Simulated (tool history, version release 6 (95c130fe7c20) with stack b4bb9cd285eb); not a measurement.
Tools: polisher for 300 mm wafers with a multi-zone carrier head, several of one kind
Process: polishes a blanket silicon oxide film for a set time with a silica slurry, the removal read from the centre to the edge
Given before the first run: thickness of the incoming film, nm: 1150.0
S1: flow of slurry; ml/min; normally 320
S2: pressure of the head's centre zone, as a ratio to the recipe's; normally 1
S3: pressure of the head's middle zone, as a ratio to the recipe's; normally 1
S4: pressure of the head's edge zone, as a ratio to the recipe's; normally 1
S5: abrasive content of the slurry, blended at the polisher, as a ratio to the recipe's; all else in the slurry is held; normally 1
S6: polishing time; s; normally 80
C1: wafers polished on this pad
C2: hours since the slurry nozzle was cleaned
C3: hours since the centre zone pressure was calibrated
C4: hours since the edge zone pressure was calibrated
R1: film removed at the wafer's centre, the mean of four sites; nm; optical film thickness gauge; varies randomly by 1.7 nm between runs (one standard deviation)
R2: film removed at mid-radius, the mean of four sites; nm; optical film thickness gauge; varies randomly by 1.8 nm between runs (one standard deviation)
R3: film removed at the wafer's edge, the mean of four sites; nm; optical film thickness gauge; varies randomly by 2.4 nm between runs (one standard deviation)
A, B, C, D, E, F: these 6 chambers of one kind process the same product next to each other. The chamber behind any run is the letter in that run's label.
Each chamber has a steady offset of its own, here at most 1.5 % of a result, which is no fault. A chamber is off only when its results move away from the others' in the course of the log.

Run 1A, day 0.217: usual settings; C1 456; C2 157.3; C3 570.3; C4 761.6. Result: R1 245.7 nm, R2 246.02 nm, R3 249.28 nm.
Run 2E, day 0.388: usual settings; C1 879; C2 394.8; C3 379.6; C4 37.5. Result: R1 244.31 nm, R2 243.69 nm, R3 244.69 nm.
Run 3F, day 0.667: usual settings; C1 954; C2 346.8; C3 134; C4 366.8. Result: R1 244.23 nm, R2 245.04 nm, R3 247.53 nm.
Run 4B, day 0.954: usual settings; C1 747; C2 293; C3 104; C4 264.6. Result: R1 248.66 nm, R2 246.44 nm, R3 241.81 nm.
Run 5C, day 1.288: usual settings but S1 410 ml/min, S2 0.93; C1 632; C2 43.3; C3 274; C4 251.4. Result: R1 231.01 nm, R2 248.78 nm, R3 244.17 nm.
At day 1.446: chamber E: worn pad replaced by a new one.
Run 6D, day 1.529: usual settings but S1 410 ml/min, S2 0.93; C1 1002; C2 252.5; C3 505.2; C4 103.1. Result: R1 230.11 nm, R2 249.4 nm, R3 249.85 nm.
At day 1.7: chamber A: centre zone pressure recalibrated.
At day 1.721: chamber F: edge zone pressure recalibrated.
Run 7D, day 1.846: usual settings but S1 410 ml/min, S2 0.93; C1 1080; C2 260.1; C3 512.8; C4 110.7. Result: R1 229.74 nm, R2 251.32 nm, R3 255.66 nm.
At day 2.012: chamber D: worn pad replaced by a new one.
Run 8E, day 2.033: usual settings but S1 410 ml/min, S2 0.93; C1 146; C2 434.3; C3 419.1; C4 77. Result: R1 229.48 nm, R2 250.65 nm, R3 250.46 nm.
Run 9C, day 2.233: usual settings but S1 410 ml/min, S2 0.93; C1 868; C2 66; C3 296.7; C4 274.1. Result: R1 233.19 nm, R2 248.64 nm, R3 244.39 nm.
At day 2.492: chamber E: slurry nozzle cleaned.
Run 10A, day 2.504: usual settings but S1 410 ml/min, S2 0.93; C1 1025; C2 212.2; C3 19.4; C4 816.5. Result: R1 233.6 nm, R2 250.94 nm, R3 252.67 nm.
At day 2.675: chamber B: worn pad replaced by a new one.
Run 11B, day 2.729: usual settings but S5 0.85, S6 71 s; C1 14; C2 335.6; C3 146.6; C4 307.2. Result: R1 206.65 nm, R2 200.85 nm, R3 198.33 nm.
At day 2.821: chamber F: worn pad replaced by a new one.
Run 12F, day 3.008: usual settings but S5 0.85, S6 71 s; C1 46; C2 403; C3 190.2; C4 30.9. Result: R1 200.1 nm, R2 201.71 nm, R3 203.58 nm.
At day 3.233: chamber A: worn pad replaced by a new one.
Run 13F, day 3.258: usual settings but S5 0.85, S6 71 s; C1 109; C2 409; C3 196.2; C4 36.9. Result: R1 203.54 nm, R2 202.3 nm, R3 201.83 nm.
At day 3.479: chamber C: worn pad replaced by a new one.
Run 14B, day 3.562: usual settings but S5 0.85, S6 71 s; C1 221; C2 355.6; C3 166.6; C4 327.2. Result: R1 204.52 nm, R2 201.1 nm, R3 198.5 nm.
Run 15D, day 3.779: usual settings but S5 0.85, S6 71 s; C1 440; C2 306.5; C3 559.2; C4 157.1. Result: R1 202.64 nm, R2 205.02 nm, R3 201.17 nm.
At day 4.062: chamber B: slurry nozzle cleaned.
Run 16E, day 4.096: usual settings but S5 0.85, S6 71 s; C1 659; C2 38.6; C3 468.6; C4 126.5. Result: R1 201.48 nm, R2 201.92 nm, R3 200.25 nm.
Run 17C, day 4.421: usual settings; C1 234; C2 118.5; C3 349.2; C4 326.6. Result: R1 245.87 nm, R2 244.76 nm, R3 245.97 nm.
At day 4.483: chamber E: centre zone pressure recalibrated.
Run 18A, day 4.738: usual settings; C1 374; C2 265.8; C3 73; C4 870.1. Result: R1 244.21 nm, R2 246.92 nm, R3 245.77 nm.
Run 19C, day 4.904: usual settings; C1 355; C2 130.1; C3 360.8; C4 338.2. Result: R1 244.97 nm, R2 244.16 nm, R3 246.57 nm.
At day 5.025: chamber E: worn pad replaced by a new one.
Run 20F, day 5.175: usual settings; C1 586; C2 455; C3 242.2; C4 82.9. Result: R1 243.81 nm, R2 249.53 nm, R3 245.36 nm.
Run 21B, day 5.358: usual settings; C1 668; C2 31.2; C3 209.7; C4 370.3. Result: R1 243.46 nm, R2 247.45 nm, R3 244.71 nm.
Run 22A, day 5.6: usual settings; C1 589; C2 286.5; C3 93.7; C4 890.8. Result: R1 242.69 nm, R2 245.56 nm, R3 245.82 nm.
Run 23D, day 5.904: usual settings; C1 969; C2 357.5; C3 610.2; C4 208.1. Result: R1 245.59 nm, R2 244.76 nm, R3 245.6 nm.
Run 24E, day 6.125: usual settings; C1 274; C2 87.3; C3 39.4; C4 175.2. Result: R1 243.87 nm, R2 246.73 nm, R3 243.78 nm.
Run 25D, day 6.321: usual settings; C1 1072; C2 367.5; C3 620.2; C4 218.1. Result: R1 248.25 nm, R2 246.04 nm, R3 242.83 nm.
At day 6.521: chamber B: edge zone pressure recalibrated.
Run 26F, day 6.562: usual settings; C1 931; C2 488.3; C3 275.5; C4 116.2. Result: R1 244.99 nm, R2 246.15 nm, R3 244.4 nm.
Run 27A, day 6.825: usual settings; C1 894; C2 315.9; C3 123.1; C4 920.2. Result: R1 241.27 nm, R2 240.03 nm, R3 243.74 nm.
Run 28C, day 7.071: usual settings; C1 894; C2 182.1; C3 412.8; C4 390.2. Result: R1 244.78 nm, R2 242.67 nm, R3 241.48 nm.
Run 29E, day 7.304: usual settings; C1 567; C2 115.6; C3 67.7; C4 203.5. Result: R1 245.26 nm, R2 246.64 nm, R3 248 nm.
Run 30B, day 7.554: usual settings; C1 1214; C2 83.9; C3 262.4; C4 24.8. Result: R1 248.37 nm, R2 241.54 nm, R3 242.55 nm.
At day 7.671: chamber D: worn pad replaced by a new one.
Run 31F, day 7.854: usual settings; C1 1252; C2 519.3; C3 306.5; C4 147.2. Result: R1 245.53 nm, R2 243.74 nm, R3 247.92 nm.
Run 32D, day 8.062: usual settings but S1 380 ml/min; C1 98; C2 409.3; C3 662; C4 259.9. Result: R1 251.66 nm, R2 251.34 nm, R3 252.19 nm.
At day 8.121: chamber A: worn pad replaced by a new one.
At day 8.304: chamber B: worn pad replaced by a new one.
Run 33E, day 8.338: usual settings but S1 380 ml/min; C1 825; C2 140.4; C3 92.5; C4 228.3. Result: R1 247.97 nm, R2 247.18 nm, R3 244.08 nm.
At day 8.383: chamber F: worn pad replaced by a new one.
Run 34C, day 8.575: usual settings but S1 380 ml/min; C1 1268; C2 218.2; C3 448.9; C4 426.3. Result: R1 247.87 nm, R2 247.99 nm, R3 245 nm.
Run 35B, day 8.775: usual settings but S1 380 ml/min; C1 117; C2 113.2; C3 291.7; C4 54.1. Result: R1 248.82 nm, R2 251.08 nm, R3 243.22 nm.
At day 8.808: chamber E: worn pad replaced by a new one.
At day 8.879: chamber C: worn pad replaced by a new one.
Run 36A, day 9.096: usual settings but S1 380 ml/min; C1 242; C2 370.4; C3 177.6; C4 974.7. Result: R1 244.33 nm, R2 243.75 nm, R3 244.43 nm.
Run 37B, day 9.317: usual settings but S1 380 ml/min; C1 252; C2 126.2; C3 304.7; C4 67.1. Result: R1 249.38 nm, R2 250.15 nm, R3 240.6 nm.
Run 38A, day 9.583: usual settings; C1 364; C2 382.1; C3 189.3; C4 986.4. Result: R1 233.86 nm, R2 237.44 nm, R3 238.54 nm.
Run 39F, day 9.762: usual settings; C1 343; C2 565.1; C3 352.3; C4 193. Result: R1 246.85 nm, R2 245.43 nm, R3 245.6 nm.
Run 40C, day 10.075: usual settings; C1 298; C2 254.2; C3 484.9; C4 462.3. Result: R1 243.64 nm, R2 245.96 nm, R3 240.52 nm.
Run 41E, day 10.238: usual settings; C1 356; C2 186; C3 138.1; C4 273.9. Result: R1 244.17 nm, R2 245.48 nm, R3 240.06 nm.

Has any chamber moved away from the others, gradually or after a service, or does the common gauge drift, or do the chambers differ only by their own small steady offsets? State the chamber and the most likely cause if one applies.

One chamber, A, drifts off from the rest bit by bit.
Cause: slurry flow missing at the pad, % = 36.8.

Below are 4 candidate recipes for chamber A's next run, each the usual settings with a change, their results shown as question marks. Which of them brings A's results back in line with what the other chambers give on the usual settings?
Counts as in line when no further than this from what the other chambers average on the usual settings: R1 6.1 nm; R2 6.2 nm; R3 8.3 nm
Run 42A-1, day 10.488: usual settings but S6 81 s. Result: R1 ?, R2 ?, R3 ?.
Run 42A-2, day 10.488: usual settings but S1 315 ml/min, S2 0.98, S3 0.99, S4 1.01, S6 78 s. Result: R1 ?, R2 ?, R3 ?.
Run 42A-3, day 10.488: usual settings but S1 325 ml/min, S2 1.02, S3 1.01, S4 0.99, S6 83 s. Result: R1 ?, R2 ?, R3 ?.
Run 42A-4, day 10.488: usual settings but S6 79 s. Result: R1 ?, R2 ?, R3 ?.

The other chambers' mean on the usual settings: R1 245.16 nm; R2 245.21 nm; R3 244.78 nm
  run      R1      R2      R3
42A-1   234.4  237.14  241.39
42A-2  220.16  225.73  233.31
42A-3  246.11  245.78  246.42
42A-4  228.61  231.28  235.43
The right change is 42A-3: it brings the chamber back within the allowed miss of the others.
